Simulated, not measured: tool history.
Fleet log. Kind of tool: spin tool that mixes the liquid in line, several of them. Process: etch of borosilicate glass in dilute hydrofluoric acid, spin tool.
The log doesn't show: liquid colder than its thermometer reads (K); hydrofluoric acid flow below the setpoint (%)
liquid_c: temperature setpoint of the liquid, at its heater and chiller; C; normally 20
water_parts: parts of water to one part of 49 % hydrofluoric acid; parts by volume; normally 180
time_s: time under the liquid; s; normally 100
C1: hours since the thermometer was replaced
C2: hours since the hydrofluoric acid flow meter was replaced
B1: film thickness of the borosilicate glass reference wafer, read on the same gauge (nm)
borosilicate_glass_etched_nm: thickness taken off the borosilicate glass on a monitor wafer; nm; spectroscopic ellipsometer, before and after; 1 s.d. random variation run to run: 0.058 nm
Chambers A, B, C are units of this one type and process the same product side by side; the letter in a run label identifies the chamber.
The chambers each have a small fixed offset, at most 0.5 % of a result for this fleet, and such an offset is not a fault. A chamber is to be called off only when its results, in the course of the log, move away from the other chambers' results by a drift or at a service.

Run 1B, day 0.462: usual settings; C1 670.3; C2 698.5; B1 39.989. Result: borosilicate_glass_etched_nm 9.4558 nm.
Run 2A, day 0.892: usual settings; C1 395.9; C2 72.3; B1 40.002. Result: borosilicate_glass_etched_nm 9.5623 nm.
Run 3C, day 1.388: usual settings; C1 73.6; C2 503.3; B1 40.024. Result: borosilicate_glass_etched_nm 9.5716 nm.
Run 4C, day 1.767: usual settings; C1 82.7; C2 512.4; B1 39.999. Result: borosilicate_glass_etched_nm 9.6697 nm.
Run 5A, day 2.062: usual settings; C1 424; C2 100.4; B1 39.987. Result: borosilicate_glass_etched_nm 9.6042 nm.
Run 6B, day 2.588: usual settings; C1 721.3; C2 749.5; B1 40.006. Result: borosilicate_glass_etched_nm 9.5194 nm.
Run 7B, day 3.117: usual settings but liquid_c 24 C, water_parts 230 parts by volume; C1 734; C2 762.2; B1 39.951. Result: borosilicate_glass_etched_nm 8.174 nm.
Run 8A, day 3.646: usual settings but liquid_c 24 C, water_parts 230 parts by volume; C1 462; C2 138.4; B1 40.006. Result: borosilicate_glass_etched_nm 8.2445 nm.
Run 9C, day 4.183: usual settings but liquid_c 24 C, water_parts 230 parts by volume; C1 140.7; C2 570.4; B1 39.986. Result: borosilicate_glass_etched_nm 8.0622 nm.
Run 10C, day 4.738: usual settings; C1 154; C2 583.7; B1 40.019. Result: borosilicate_glass_etched_nm 9.3218 nm.
At day 5.05: chamber B: hydrofluoric acid flow meter replaced.
Run 11B, day 5.058: usual settings; C1 780.6; C2 0.2; B1 40.005. Result: borosilicate_glass_etched_nm 9.5743 nm.
Run 12A, day 5.467: usual settings; C1 505.7; C2 182.1; B1 40.007. Result: borosilicate_glass_etched_nm 9.5024 nm.
Run 13A, day 5.842: usual settings; C1 514.7; C2 191.1; B1 40.01. Result: borosilicate_glass_etched_nm 9.5372 nm.
Run 14B, day 6.267: usual settings; C1 809.6; C2 29.2; B1 40.039. Result: borosilicate_glass_etched_nm 9.5467 nm.
Run 15C, day 6.796: usual settings; C1 203.4; C2 633.1; B1 40.001. Result: borosilicate_glass_etched_nm 9.2265 nm.
Run 16B, day 7.133: usual settings; C1 830.4; C2 50; B1 40.011. Result: borosilicate_glass_etched_nm 9.6 nm.
Run 17C, day 7.533: usual settings; C1 221.1; C2 650.8; B1 40.002. Result: borosilicate_glass_etched_nm 9.0429 nm.
Run 18A, day 7.796: usual settings; C1 561.6; C2 238; B1 39.974. Result: borosilicate_glass_etched_nm 9.5241 nm.
Run 19C, day 8.333: usual settings; C1 240.3; C2 670; B1 39.963. Result: borosilicate_glass_etched_nm 9.1083 nm.
Run 20A, day 8.7: usual settings; C1 583.3; C2 259.7; B1 39.987. Result: borosilicate_glass_etched_nm 9.515 nm.
Run 21B, day 9.021: usual settings but water_parts 140 parts by volume, time_s 150 s; C1 875.7; C2 95.3; B1 40.003. Result: borosilicate_glass_etched_nm 19.169 nm.
Run 22C, day 9.367: usual settings but water_parts 140 parts by volume, time_s 150 s; C1 265.1; C2 694.8; B1 39.992. Result: borosilicate_glass_etched_nm 18.248 nm.
Run 23B, day 9.825: usual settings but water_parts 140 parts by volume, time_s 150 s; C1 895; C2 114.6; B1 40.024. Result: borosilicate_glass_etched_nm 19.173 nm.
Run 24A, day 10.162: usual settings; C1 618.4; C2 294.8; B1 39.999. Result: borosilicate_glass_etched_nm 9.5265 nm.
Run 25C, day 10.667: usual settings; C1 296.3; C2 726; B1 39.952. Result: borosilicate_glass_etched_nm 8.9175 nm.

Each of the 3 chambers runs these same settings next. Fill in every chamber's results:
Run 26A, day 11.071: usual settings. Result: borosilicate_glass_etched_nm ?.
Run 26B, day 11.071: usual settings. Result: borosilicate_glass_etched_nm ?.
Run 26C, day 11.071: usual settings. Result: borosilicate_glass_etched_nm ?.

run  borosilicate_glass_etched_nm
26A                        9.5695
26B                        9.4488
26C                        8.7613
